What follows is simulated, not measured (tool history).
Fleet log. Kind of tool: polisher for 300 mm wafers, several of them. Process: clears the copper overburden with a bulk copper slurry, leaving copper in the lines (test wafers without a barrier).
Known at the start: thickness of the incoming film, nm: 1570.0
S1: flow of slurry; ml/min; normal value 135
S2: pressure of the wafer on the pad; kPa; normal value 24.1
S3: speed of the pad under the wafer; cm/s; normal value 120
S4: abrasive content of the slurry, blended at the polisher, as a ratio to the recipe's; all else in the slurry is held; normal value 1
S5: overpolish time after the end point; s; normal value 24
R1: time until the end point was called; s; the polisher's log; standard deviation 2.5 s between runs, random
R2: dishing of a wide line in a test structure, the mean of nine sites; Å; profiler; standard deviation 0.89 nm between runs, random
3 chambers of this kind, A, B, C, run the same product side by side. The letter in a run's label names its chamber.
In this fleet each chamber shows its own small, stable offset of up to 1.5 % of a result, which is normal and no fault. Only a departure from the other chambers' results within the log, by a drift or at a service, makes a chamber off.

Run 1A, hour 2.3: usual settings. Result: R1 133.8 s, R2 602.4 Å.
At hour 2.8: chamber B: slurry blender recalibrated.
At hour 2.8: chamber C: slurry blender recalibrated.
Run 2B, hour 6.2: usual settings. Result: R1 133.38 s, R2 576.53 Å.
Run 3C, hour 9.2: usual settings. Result: R1 130.27 s, R2 608.7 Å.
Run 4C, hour 11.4: usual settings. Result: R1 133.65 s, R2 599.74 Å.
Run 5B, hour 13.8: usual settings. Result: R1 137.79 s, R2 591.61 Å.
Run 6A, hour 18.4: usual settings but S5 31 s. Result: R1 133.69 s, R2 604.48 Å.
Run 7A, hour 21.4: usual settings but S5 31 s. Result: R1 131.67 s, R2 617.08 Å.
Run 8B, hour 24.5: usual settings but S5 31 s. Result: R1 133.53 s, R2 597.44 Å.
At hour 25.8: chamber B: worn pad replaced by a new one.
Run 9C, hour 28.3: usual settings. Result: R1 132.32 s, R2 592.37 Å.
Run 10C, hour 30.5: usual settings but S1 155 ml/min, S4 0.8. Result: R1 133.1 s, R2 607.07 Å.
At hour 31.3: chamber C: worn pad replaced by a new one.
Run 11B, hour 33.6: usual settings but S1 155 ml/min, S4 0.8. Result: R1 134.85 s, R2 596.33 Å.
Run 12A, hour 38.3: usual settings but S1 155 ml/min, S4 0.8. Result: R1 134.84 s, R2 595.31 Å.
Run 13C, hour 42.6: usual settings. Result: R1 132.43 s, R2 586.93 Å.
At hour 43.9: chamber B: slurry nozzle cleaned.
Run 14A, hour 47.5: usual settings. Result: R1 135.45 s, R2 590.36 Å.
Run 15B, hour 51.1: usual settings. Result: R1 129.71 s, R2 607.03 Å.
At hour 53.8: chamber A: worn pad replaced by a new one.
Run 16A, hour 54.3: usual settings but S3 96 cm/s, S5 19 s. Result: R1 169.84 s, R2 559.76 Å.
Run 17B, hour 57.8: usual settings but S3 96 cm/s, S5 19 s. Result: R1 163.24 s, R2 553.61 Å.
Run 18C, hour 62.5: usual settings but S3 96 cm/s, S5 19 s. Result: R1 164.03 s, R2 564.3 Å.
Run 19A, hour 65.9: usual settings. Result: R1 129.82 s, R2 595.06 Å.
Run 20C, hour 70.5: usual settings. Result: R1 131.55 s, R2 596.08 Å.
Run 21B, hour 75.4: usual settings. Result: R1 132.89 s, R2 581.64 Å.
Run 22A, hour 78.3: usual settings but S2 20 kPa, S5 31 s. Result: R1 157.37 s, R2 572.78 Å.
Run 23B, hour 82.5: usual settings but S2 20 kPa, S5 31 s. Result: R1 154.67 s, R2 580.35 Å.
Run 24C, hour 86.9: usual settings but S2 20 kPa, S5 31 s. Result: R1 160.62 s, R2 580.86 Å.
Run 25B, hour 91.1: usual settings. Result: R1 129.07 s, R2 586.16 Å.
Run 26C, hour 94.8: usual settings but S2 20.7 kPa, S5 11 s. Result: R1 153.28 s, R2 475.59 Å.
Run 27A, hour 97.3: usual settings but S2 20.7 kPa, S5 11 s. Result: R1 160.93 s, R2 475.33 Å.
Run 28B, hour 101.3: usual settings but S2 20.7 kPa, S5 11 s. Result: R1 155.77 s, R2 456.87 Å.
Run 29C, hour 104: usual settings. Result: R1 131.75 s, R2 598.61 Å.
At hour 104.9: chamber C: worn pad replaced by a new one.
At hour 106.1: chamber C: slurry blender recalibrated.
Run 30A, hour 107.7: usual settings. Result: R1 130.27 s, R2 590.83 Å.
Run 31B, hour 111.5: usual settings. Result: R1 128 s, R2 592.99 Å.
Run 32A, hour 114.2: usual settings. Result: R1 132.85 s, R2 607.15 Å.
At hour 114.5: chamber B: worn pad replaced by a new one.
Run 33C, hour 117.6: usual settings. Result: R1 131.77 s, R2 610.3 Å.
Run 34A, hour 120.7: usual settings. Result: R1 131.97 s, R2 591.73 Å.
Run 35C, hour 124.1: usual settings. Result: R1 129.72 s, R2 597.06 Å.
Run 36B, hour 126.6: usual settings. Result: R1 130.01 s, R2 571.25 Å.
Run 37B, hour 129: usual settings. Result: R1 131.52 s, R2 606.13 Å.
Run 38A, hour 131.3: usual settings. Result: R1 131.67 s, R2 587.75 Å.
Run 39C, hour 135.9: usual settings. Result: R1 128.96 s, R2 607.11 Å.
Run 40C, hour 139.5: usual settings. Result: R1 129.13 s, R2 604.98 Å.

Each of the 3 chambers runs these same settings next. Fill in every chamber's results:
Run 41A, hour 143.1: usual settings. Result: R1 ?, R2 ?.
Run 41B, hour 143.1: usual settings. Result: R1 ?, R2 ?.
Run 41C, hour 143.1: usual settings. Result: R1 ?, R2 ?.

run      R1      R2
41A  126.69  601.67
41B  131.07  595.82
41C  129.67  599.38
